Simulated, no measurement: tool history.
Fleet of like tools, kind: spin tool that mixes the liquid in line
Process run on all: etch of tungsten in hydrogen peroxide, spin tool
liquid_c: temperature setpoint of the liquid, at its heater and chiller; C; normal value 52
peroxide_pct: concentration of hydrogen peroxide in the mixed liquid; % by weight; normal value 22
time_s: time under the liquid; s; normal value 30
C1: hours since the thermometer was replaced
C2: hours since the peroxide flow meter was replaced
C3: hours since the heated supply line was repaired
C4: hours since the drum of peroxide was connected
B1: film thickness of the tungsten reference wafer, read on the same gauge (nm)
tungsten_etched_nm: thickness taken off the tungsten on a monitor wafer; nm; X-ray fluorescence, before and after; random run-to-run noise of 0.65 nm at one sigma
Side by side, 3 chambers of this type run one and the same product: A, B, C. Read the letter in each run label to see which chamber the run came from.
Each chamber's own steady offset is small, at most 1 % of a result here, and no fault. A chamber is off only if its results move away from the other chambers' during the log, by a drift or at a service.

run 1C hour=13 | liquid_c=52 peroxide_pct=22 time_s=30 | C1=658.8 C2=124.9 C3=341.7 C4=675.7 | B1=139.97 | tungsten_etched_nm=70.171
run 2A hour=28.8 | liquid_c=52 peroxide_pct=22 time_s=30 | C1=1588 C2=1912 C3=1619.3 C4=139 | B1=139.98 | tungsten_etched_nm=70.549
run 3B hour=37.6 | liquid_c=52 peroxide_pct=22 time_s=30 | C1=393.7 C2=1495.3 C3=723.9 C4=728 | B1=139.99 | tungsten_etched_nm=68.902
run 4B hour=48.3 | liquid_c=52 peroxide_pct=22 time_s=30 | C1=404.4 C2=1506 C3=734.6 C4=738.7 | B1=139.98 | tungsten_etched_nm=69.762
run 5A hour=57.8 | liquid_c=52 peroxide_pct=22 time_s=30 | C1=1617 C2=1941 C3=1648.3 C4=168 | B1=140.01 | tungsten_etched_nm=69.297
-- hour=73.1 chamber A: heated supply line repaired
run 6C hour=73.6 | liquid_c=52 peroxide_pct=22 time_s=30 | C1=719.4 C2=185.5 C3=402.3 C4=736.3 | B1=139.98 | tungsten_etched_nm=69.892
run 7C hour=89.3 | liquid_c=52 peroxide_pct=22 time_s=30 | C1=735.1 C2=201.2 C3=418 C4=752 | B1=140.03 | tungsten_etched_nm=69.423
run 8B hour=101.7 | liquid_c=52 peroxide_pct=22 time_s=30 | C1=457.8 C2=1559.4 C3=788 C4=792.1 | B1=140.03 | tungsten_etched_nm=69.701
run 9A hour=109.3 | liquid_c=52 peroxide_pct=22 time_s=30 | C1=1668.5 C2=1992.5 C3=36.2 C4=219.5 | B1=139.99 | tungsten_etched_nm=68.891
-- hour=110.7 chamber A: thermometer replaced
run 10B hour=122.4 | liquid_c=44 peroxide_pct=27 time_s=30 | C1=478.5 C2=1580.1 C3=808.7 C4=812.8 | B1=139.98 | tungsten_etched_nm=46.787
run 11A hour=138.2 | liquid_c=44 peroxide_pct=27 time_s=30 | C1=27.5 C2=2021.4 C3=65.1 C4=248.4 | B1=140.01 | tungsten_etched_nm=46.545
run 12C hour=154.6 | liquid_c=44 peroxide_pct=27 time_s=30 | C1=800.4 C2=266.5 C3=483.3 C4=817.3 | B1=140.03 | tungsten_etched_nm=47.983
run 13A hour=170.3 | liquid_c=52 peroxide_pct=22 time_s=30 | C1=59.6 C2=2053.5 C3=97.2 C4=280.5 | B1=139.98 | tungsten_etched_nm=70.374
run 14C hour=180.1 | liquid_c=52 peroxide_pct=22 time_s=30 | C1=825.9 C2=292 C3=508.8 C4=842.8 | B1=139.98 | tungsten_etched_nm=70.827
run 15B hour=196 | liquid_c=52 peroxide_pct=22 time_s=30 | C1=552.1 C2=1653.7 C3=882.3 C4=886.4 | B1=139.96 | tungsten_etched_nm=68.839
run 16B hour=209 | liquid_c=52 peroxide_pct=22 time_s=30 | C1=565.1 C2=1666.7 C3=895.3 C4=899.4 | B1=140.04 | tungsten_etched_nm=67.301
run 17A hour=216.9 | liquid_c=52 peroxide_pct=22 time_s=30 | C1=106.2 C2=2100.1 C3=143.8 C4=327.1 | B1=140 | tungsten_etched_nm=68.666
run 18C hour=233.1 | liquid_c=52 peroxide_pct=22 time_s=30 | C1=878.9 C2=345 C3=561.8 C4=895.8 | B1=140.01 | tungsten_etched_nm=68.949
run 19C hour=246.6 | liquid_c=52 peroxide_pct=22 time_s=15 | C1=892.4 C2=358.5 C3=575.3 C4=909.3 | B1=140 | tungsten_etched_nm=35.271
run 20A hour=258.1 | liquid_c=52 peroxide_pct=22 time_s=15 | C1=147.4 C2=2141.3 C3=185 C4=368.3 | B1=140.01 | tungsten_etched_nm=35.098
run 21B hour=267.7 | liquid_c=52 peroxide_pct=22 time_s=15 | C1=623.8 C2=1725.4 C3=954 C4=958.1 | B1=140.03 | tungsten_etched_nm=33.457
run 22A hour=279.6 | liquid_c=52 peroxide_pct=22 time_s=30 | C1=168.9 C2=2162.8 C3=206.5 C4=389.8 | B1=140.02 | tungsten_etched_nm=70.895
run 23B hour=287.4 | liquid_c=52 peroxide_pct=22 time_s=30 | C1=643.5 C2=1745.1 C3=973.7 C4=977.8 | B1=140 | tungsten_etched_nm=66.011
-- hour=291.7 chamber A: peroxide flow meter replaced
run 24C hour=303.5 | liquid_c=52 peroxide_pct=22 time_s=30 | C1=949.3 C2=415.4 C3=632.2 C4=966.2 | B1=140.03 | tungsten_etched_nm=70.622
run 25B hour=319.1 | liquid_c=52 peroxide_pct=22 time_s=30 | C1=675.2 C2=1776.8 C3=1005.4 C4=1009.5 | B1=140 | tungsten_etched_nm=65.417
run 26C hour=331.8 | liquid_c=52 peroxide_pct=22 time_s=30 | C1=977.6 C2=443.7 C3=660.5 C4=994.5 | B1=139.99 | tungsten_etched_nm=71.5
run 27A hour=346.3 | liquid_c=58 peroxide_pct=22 time_s=40 | C1=235.6 C2=54.7 C3=273.2 C4=456.5 | B1=139.95 | tungsten_etched_nm=132.01
run 28C hour=358.4 | liquid_c=58 peroxide_pct=22 time_s=40 | C1=1004.2 C2=470.3 C3=687.1 C4=1021.1 | B1=139.98 | tungsten_etched_nm=132.84
-- hour=360.9 chamber C: new drum of peroxide connected
run 29B hour=371.1 | liquid_c=58 peroxide_pct=22 time_s=40 | C1=727.2 C2=1828.8 C3=1057.4 C4=1061.5 | B1=140.02 | tungsten_etched_nm=122.87
run 30A hour=382.5 | liquid_c=52 peroxide_pct=22 time_s=30 | C1=271.8 C2=90.9 C3=309.4 C4=492.7 | B1=140 | tungsten_etched_nm=70.526
run 31C hour=393.3 | liquid_c=52 peroxide_pct=22 time_s=30 | C1=1039.1 C2=505.2 C3=722 C4=32.4 | B1=140.01 | tungsten_etched_nm=70.906

One chamber off, gauge drift, or nothing amiss beyond the chambers' own small offsets? If it is a chamber, which one, and what is the likeliest cause?

Chamber B drifts away from the others.
What lies behind it: temperature lost on the way to the wafer (K) = 1.3.
From this log alone, it may not be told apart from: liquid colder than its thermometer reads (K); peroxide flow below the setpoint (%).

Which of the 4 candidates below, each the usual settings with something changed and its results left as question marks, puts chamber B back in line with what the other chambers give on the usual settings?
In line means no further than this from the other chambers' mean on the usual settings: tungsten_etched_nm 2.3 nm
run 32B-1 hour=405 | liquid_c=51.5 peroxide_pct=22 time_s=30 | tungsten_etched_nm=?
run 32B-2 hour=405 | liquid_c=52.5 peroxide_pct=22 time_s=30 | tungsten_etched_nm=?
run 32B-3 hour=405 | liquid_c=52 peroxide_pct=25.5 time_s=30 | tungsten_etched_nm=?
run 32B-4 hour=405 | liquid_c=52 peroxide_pct=18.5 time_s=30 | tungsten_etched_nm=?

Usual-settings mean across the other chambers: tungsten_etched_nm 69.882 nm
run=32B-1 tungsten_etched_nm=62.44
run=32B-2 tungsten_etched_nm=66.359
run=32B-3 tungsten_etched_nm=69.232
run=32B-4 tungsten_etched_nm=59.115
32B-3 brings the chamber back in line.

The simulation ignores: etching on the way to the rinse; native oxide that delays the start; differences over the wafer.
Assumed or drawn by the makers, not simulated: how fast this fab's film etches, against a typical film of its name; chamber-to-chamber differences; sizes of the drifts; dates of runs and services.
